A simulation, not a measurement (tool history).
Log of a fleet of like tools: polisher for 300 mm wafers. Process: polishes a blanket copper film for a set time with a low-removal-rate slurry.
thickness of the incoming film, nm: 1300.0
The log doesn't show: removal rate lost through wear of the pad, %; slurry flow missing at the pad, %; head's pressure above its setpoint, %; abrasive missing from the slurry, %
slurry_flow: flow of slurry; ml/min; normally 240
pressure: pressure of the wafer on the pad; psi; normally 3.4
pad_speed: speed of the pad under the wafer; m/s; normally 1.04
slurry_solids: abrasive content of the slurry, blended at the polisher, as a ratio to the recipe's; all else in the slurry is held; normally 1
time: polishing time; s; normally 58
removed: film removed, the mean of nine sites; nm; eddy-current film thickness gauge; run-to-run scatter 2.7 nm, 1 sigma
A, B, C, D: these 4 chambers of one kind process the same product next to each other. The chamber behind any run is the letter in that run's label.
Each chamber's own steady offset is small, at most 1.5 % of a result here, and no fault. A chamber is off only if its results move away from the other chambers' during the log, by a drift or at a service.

run   hour  slurry_flow  pressure  pad_speed  slurry_solids  time  wafers polished on this pad  hours since the slurry nozzle was cleaned  hours since the head pressure was calibrated  hours since the slurry blender was calibrated  removed
 1A    8.6          240       3.4       1.04              1    58                          519                                      325.7                                         293.7                                           84.8   226.92
 2D   14.3          240       3.4       1.04              1    58                          865                                      337.5                                           241                                           15.2   218.18
        23  -- chamber D: worn pad replaced by a new one
 3C   23.9          240       3.4       1.04              1    58                          241                                      585.1                                         442.7                                           73.8    221.6
 4B   30.3          240       3.4       1.04              1    58                          590                                      306.6                                         104.8                                          318.1   229.43
      34.1  -- chamber B: slurry nozzle cleaned
 5B   35.6          240       3.4       1.04              1    58                          627                                        1.6                                         110.1                                          323.4    225.5
 6A   42.5          240       3.4       1.04              1    58                          758                                      359.6                                         327.6                                          118.7   226.28
      51.1  -- chamber C: slurry nozzle cleaned
 7D   52.2          240       3.4       1.04              1    58                          205                                      375.4                                         278.9                                           53.1   223.48
 8C   61.7          240       3.4       1.04              1    58                          507                                       10.7                                         480.5                                          111.6   218.47
 9C   68.7          240       3.4       1.04              1    58                          556                                       17.7                                         487.5                                          118.6   221.41
      69.3  -- chamber A: slurry blender recalibrated
      69.7  -- chamber C: slurry blender recalibrated
10B   75.4          240       3.4       1.04              1    58                          907                                       41.4                                         149.9                                          363.2   229.61
11D   85.6          240       3.4       1.04              1    58                          440                                      408.8                                         312.3                                           86.5   221.03
      92.8  -- chamber C: worn pad replaced by a new one
12A   93.8          240       3.4       1.04              1    58                         1119                                      410.9                                         378.9                                           24.6   227.67
13D   99.7          240       3.4       0.78              1    65                          539                                      422.9                                         326.4                                          100.6   189.06
14B    107          240       3.4       0.78              1    65                         1129                                         73                                         181.5                                          394.8    184.3
15A  116.1          240       3.4       0.78              1    65                         1275                                      433.2                                         401.2                                           46.9   189.63
     118.3  -- chamber A: worn pad replaced by a new one
16C  126.5          240       3.4       0.78              1    65                          237                                       75.5                                         545.3                                           56.9   183.72
17A    136          240       3.4       1.04              1    58                          125                                      453.1                                         421.1                                           66.8   226.33
     136.9  -- chamber D: worn pad replaced by a new one
     142.8  -- chamber C: head pressure recalibrated
       146  -- chamber B: slurry blender recalibrated
18C  146.2          240       3.4       1.04              1    58                          376                                       95.2                                           3.5                                           76.6   225.25
19D  154.3          240       3.4       1.04              1    58                          123                                      477.5                                           381                                          155.2   219.88
20B  163.8          285       3.4       1.04              1    58                         1529                                      129.8                                         238.3                                           17.9   207.74
21B  173.2          285       3.4       1.04              1    58                         1595                                      139.2                                         247.7                                           27.3   210.17
     177.5  -- chamber C: slurry blender recalibrated
22C  178.9          285       3.4       1.04              1    58                          606                                      127.9                                          36.2                                            1.4   226.11
23A  183.5          285       3.4       1.04              1    58                          459                                      500.6                                         468.6                                          114.3   230.08
24D  191.3          240       3.4       1.04              1    58                          383                                      514.5                                           418                                          192.2   219.14

Next, all 4 chambers run the settings below, one line each with question marks for the results. What does each chamber give?
25A   199          240       3.4       1.04              1    58                                                                                                                                                                             ?
25B   199          240       3.4       1.04              1    58                                                                                                                                                                             ?
25C   199          240       3.4       1.04              1    58                                                                                                                                                                             ?
25D   199          240       3.4       1.04              1    58                                                                                                                                                                             ?

run  removed
25A    222.4
25B   199.37
25C   223.55
25D   225.59
